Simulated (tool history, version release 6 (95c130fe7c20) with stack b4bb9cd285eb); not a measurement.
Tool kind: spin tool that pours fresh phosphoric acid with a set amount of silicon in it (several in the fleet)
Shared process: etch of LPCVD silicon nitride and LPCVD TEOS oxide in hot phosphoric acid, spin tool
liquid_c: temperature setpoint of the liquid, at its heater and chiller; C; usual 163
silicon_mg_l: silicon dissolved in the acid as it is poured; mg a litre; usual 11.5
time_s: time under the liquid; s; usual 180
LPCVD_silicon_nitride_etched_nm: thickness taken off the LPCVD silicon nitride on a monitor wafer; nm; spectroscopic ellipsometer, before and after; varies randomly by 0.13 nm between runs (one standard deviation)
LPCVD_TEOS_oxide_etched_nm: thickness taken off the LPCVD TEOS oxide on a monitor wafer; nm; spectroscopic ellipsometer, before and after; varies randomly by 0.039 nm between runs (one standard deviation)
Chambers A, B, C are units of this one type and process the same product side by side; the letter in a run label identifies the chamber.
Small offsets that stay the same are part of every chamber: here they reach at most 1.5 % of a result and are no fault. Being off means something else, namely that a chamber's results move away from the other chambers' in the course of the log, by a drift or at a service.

run,hour,liquid_c,silicon_mg_l,time_s,hours since the thermometer was replaced,hours since the dissolved silicon flow meter was replaced,hours since the heated supply line was repaired,"read-back film thickness of the LPCVD silicon nitride reference wafer, read on the same gauge (nm)","read-back film thickness of the LPCVD TEOS oxide reference wafer, read on the same gauge (nm)",LPCVD_silicon_nitride_etched_nm,LPCVD_TEOS_oxide_etched_nm
1B,8.9,163,11.5,180,1097.2,137.4,1024.2,100,150,17.142,0.59359
2C,16.8,163,11.5,180,280.2,583.3,2226.8,100.04,150.01,16.874,0.59317
3A,26.3,163,11.5,180,2465.5,75.7,864.1,100.02,149.99,16.861,0.56496
4C,32.7,163,11.5,180,296.1,599.2,2242.7,100.03,150.01,16.627,0.58059
5A,41.1,163,11.5,180,2480.3,90.5,878.9,100.02,149.99,16.743,0.557
6B,46.9,163,11.5,180,1135.2,175.4,1062.2,100.02,150.01,17.195,0.63538
7A,54.6,163,11.5,180,2493.8,104,892.4,100.02,150,16.638,0.58526
8C,63.7,163,11.5,180,327.1,630.2,2273.7,100.01,150.01,16.887,0.59391
9B,72.5,163,11.5,180,1160.8,201,1087.8,99.978,149.98,17.011,0.5441
10B,81.3,163,11.5,180,1169.6,209.8,1096.6,100,150,16.931,0.62431
11C,87,163,11.5,180,350.4,653.5,2297,99.955,150.02,16.764,0.58136
12A,92.4,163,11.5,180,2531.6,141.8,930.2,99.994,149.99,16.858,0.51747
13A,99,163,11.5,180,2538.2,148.4,936.8,99.994,150,16.692,0.5678
14B,106.7,163,11.5,180,1195,235.2,1122,100.03,149.98,16.902,0.57813
15C,113.8,163,11.5,180,377.2,680.3,2323.8,100.03,150.02,16.769,0.56162
16B,119.4,163,11.5,180,1207.7,247.9,1134.7,99.963,150.01,17.06,0.60738
17A,123.8,163,7,180,2563,173.2,961.6,99.949,150,16.622,0.59399
18C,129.5,163,7,180,392.9,696,2339.5,100.02,150,16.612,0.6315
19C,138.8,163,7,180,402.2,705.3,2348.8,99.976,150,17.058,0.58183
20A,143.1,163,11.5,180,2582.3,192.5,980.9,99.978,150.01,16.638,0.52372
21B,152.8,163,9,180,1241.1,281.3,1168.1,100.02,150.01,17.062,0.63436
22C,158.1,163,9,180,421.5,724.6,2368.1,100,149.99,16.91,0.63621
23A,164.5,163,9,180,2603.7,213.9,1002.3,99.964,149.98,16.212,0.51652
24B,169.2,163,11.5,180,1257.5,297.7,1184.5,100.01,149.98,17.065,0.60709
25A,177.8,163,11.5,180,2617,227.2,1015.6,100.03,149.99,16.368,0.59171
26B,184.9,163,11.5,180,1273.2,313.4,1200.2,100.04,149.98,17.14,0.62723
27C,194.5,163,11.5,180,457.9,761,2404.5,99.961,149.99,17.1,0.59642
28A,201.9,163,11.5,180,2641.1,251.3,1039.7,99.984,149.97,15.946,0.54016
29C,210.2,163,11.5,180,473.6,776.7,2420.2,99.981,149.98,16.821,0.54632
30B,215,163,11.5,180,1303.3,343.5,1230.3,100.04,149.99,17.012,0.62299
31C,219.2,163,11.5,180,482.6,785.7,2429.2,99.957,150,16.962,0.66011
32A,227.5,163,11.5,180,2666.7,276.9,1065.3,100.05,150,15.757,0.49553
33B,233.8,164.5,11.5,235,1322.1,362.3,1249.1,100.02,149.99,23.391,0.81318
34C,242.5,164.5,11.5,235,505.9,809,2452.5,100.06,149.99,23.401,0.87006
35A,247.4,164.5,11.5,235,2686.6,296.8,1085.2,99.968,150.01,21.49,0.82352
36B,253.5,163,11.5,180,1341.8,382,1268.8,100,150,16.824,0.56827
37B,259,163,11.5,180,1347.3,387.5,1274.3,100.04,149.99,17.157,0.49801
38A,268.3,163,11.5,180,2707.5,317.7,1106.1,99.963,150,15.456,0.45005
39C,274.7,163,11.5,75,538.1,841.2,2484.7,100,150.01,7.0347,0.24207
40C,279,163,11.5,75,542.4,845.5,2489,99.984,149.99,6.9598,0.2161

Decide between three cases: one chamber stands off from its peers, the gauge reading all wafers drifts, or nothing is wrong past each chamber's small offset. Where a chamber is off, say which and what most likely put it there.

Chamber A drifts away from the others.
What lies behind it: temperature lost on the way to the wafer (K) = 3.06.
The log might look much the same if the cause were instead: liquid colder than its thermometer reads (K).

Below are 4 candidate recipes for chamber A's next run, each the usual settings with a change, their results shown as question marks. Which of them brings A's results back in line with what the other chambers give on the usual settings?
In line here means within this much of the mean the other chambers give on the usual settings: LPCVD_silicon_nitride_etched_nm 0.45 nm; LPCVD_TEOS_oxide_etched_nm 0.14 nm
41A-1,286.1,163.5,10.5,185,,,,,,?,?
41A-2,286.1,164,7.5,195,,,,,,?,?
41A-3,286.1,162.5,12.5,175,,,,,,?,?
41A-4,286.1,162,15.5,165,,,,,,?,?

Mean of the other chambers on the usual settings: LPCVD_silicon_nitride_etched_nm 16.977 nm; LPCVD_TEOS_oxide_etched_nm 0.57276 nm
run,LPCVD_silicon_nitride_etched_nm,LPCVD_TEOS_oxide_etched_nm
41A-1,15.903,0.50918
41A-2,17.051,0.59362
41A-3,14.541,0.42683
41A-4,13.481,0.36129
With 41A-2, the chamber falls back in line with the rest.

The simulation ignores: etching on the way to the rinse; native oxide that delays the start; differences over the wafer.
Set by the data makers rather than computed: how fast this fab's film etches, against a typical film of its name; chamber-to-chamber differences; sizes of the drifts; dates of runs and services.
